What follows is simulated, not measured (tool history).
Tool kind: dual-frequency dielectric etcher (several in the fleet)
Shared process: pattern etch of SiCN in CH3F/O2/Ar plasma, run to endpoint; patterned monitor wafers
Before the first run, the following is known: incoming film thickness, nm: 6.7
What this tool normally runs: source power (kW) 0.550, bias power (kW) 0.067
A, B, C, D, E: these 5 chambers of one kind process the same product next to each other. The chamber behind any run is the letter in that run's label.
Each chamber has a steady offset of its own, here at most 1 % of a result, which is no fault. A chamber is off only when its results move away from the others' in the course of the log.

run	hour	source power (kW)	bias power (kW)	hours since the last wet clean	hours since the last source power generator calibration	hours since the last bias power generator calibration	endpoint time (s)
1A	4.4	0.550	0.067	4.4	4174.8	1762.3	16.455
2D	8.7	0.550	0.067	335.8	1286.9	510.4	16.487
3B	13.4	0.550	0.067	390.6	3849.3	2012.2	16.269
4E	20.1	0.550	0.067	35.4	598.5	91.9	16.101
5C	24.2	0.550	0.067	358.8	3096.4	1093.5	16.335
6C	27.9	0.550	0.067	362.5	3100.1	1097.2	16.264
7D	31.9	0.550	0.067	359.0	1310.1	533.6	16.481
8B	36.5	0.550	0.067	413.7	3872.4	2035.3	16.203
# hour 41.2: chamber D: wet clean of the chamber
9A	41.2	0.550	0.067	41.2	4211.6	1799.1	16.166
10E	45.6	0.550	0.067	60.9	624.0	117.4	16.189
11B	52.6	0.550	0.067	429.8	3888.5	2051.4	16.155
12C	57.6	0.550	0.067	392.2	3129.8	1126.9	16.307
# hour 60.1: chamber B: wet clean of the chamber
13D	60.8	0.550	0.067	19.7	1339.0	562.5	16.441
14A	66.0	0.550	0.056	66.0	4236.4	1823.9	17.322
15E	71.2	0.550	0.056	86.5	649.6	143.0	17.124
16C	77.7	0.550	0.056	412.3	3149.9	1147.0	17.126
17A	81.7	0.550	0.056	81.7	4252.1	1839.6	17.151
18B	86.4	0.550	0.056	26.3	3922.3	2085.2	17.748
19D	90.8	0.550	0.079	49.7	1369.0	592.5	15.320
20E	96.9	0.550	0.079	112.2	675.3	168.7	15.284
21B	101.8	0.550	0.079	41.7	3937.7	2100.6	15.891
22E	104.9	0.550	0.079	120.2	683.3	176.7	15.221
23A	108.6	0.550	0.079	108.6	4279.0	1866.5	15.410
24C	115.4	0.550	0.067	450.0	3187.6	1184.7	16.139
25D	122.2	0.550	0.067	81.1	1400.4	623.9	16.239
26E	127.4	0.550	0.067	142.7	705.8	199.2	16.118
27C	133.7	0.550	0.067	468.3	3205.9	1203.0	16.299
28B	137.2	0.550	0.067	77.1	3973.1	2136.0	16.763
29A	140.9	0.550	0.067	140.9	4311.3	1898.8	16.297
30D	144.8	0.460	0.082	103.7	1423.0	646.5	16.173
31D	151.6	0.460	0.082	110.5	1429.8	653.3	16.186
32A	158.2	0.460	0.082	158.2	4328.6	1916.1	16.295

Is one chamber off against the others, does the gauge drift, or is nothing wrong? If a chamber is off, say which, and what the likeliest cause is.

A service on chamber B put it out of line with the rest.
What lies behind it: etch rate under this chamber's usual, % = 3.35.

Below are 4 candidate recipes for chamber B's next run, each the usual settings with a change, their results shown as question marks. Which of them brings B's results back in line with what the other chambers give on the usual settings?
To be in line, a result may differ from the other chambers' mean on the usual settings by at most: endpoint time (s) 0.320
33B-1	163.3	0.550	0.054				?
33B-2	163.3	0.600	0.073				?
33B-3	163.3	0.570	0.070				?
33B-4	163.3	0.510	0.067				?

The mean the other chambers reach with the usual settings: endpoint time (s) 16.260
run	endpoint time (s)
33B-1	17.940
33B-2	15.710
33B-3	16.246
33B-4	17.191
Change 33B-3 lands the chamber within the allowed miss of the other chambers.
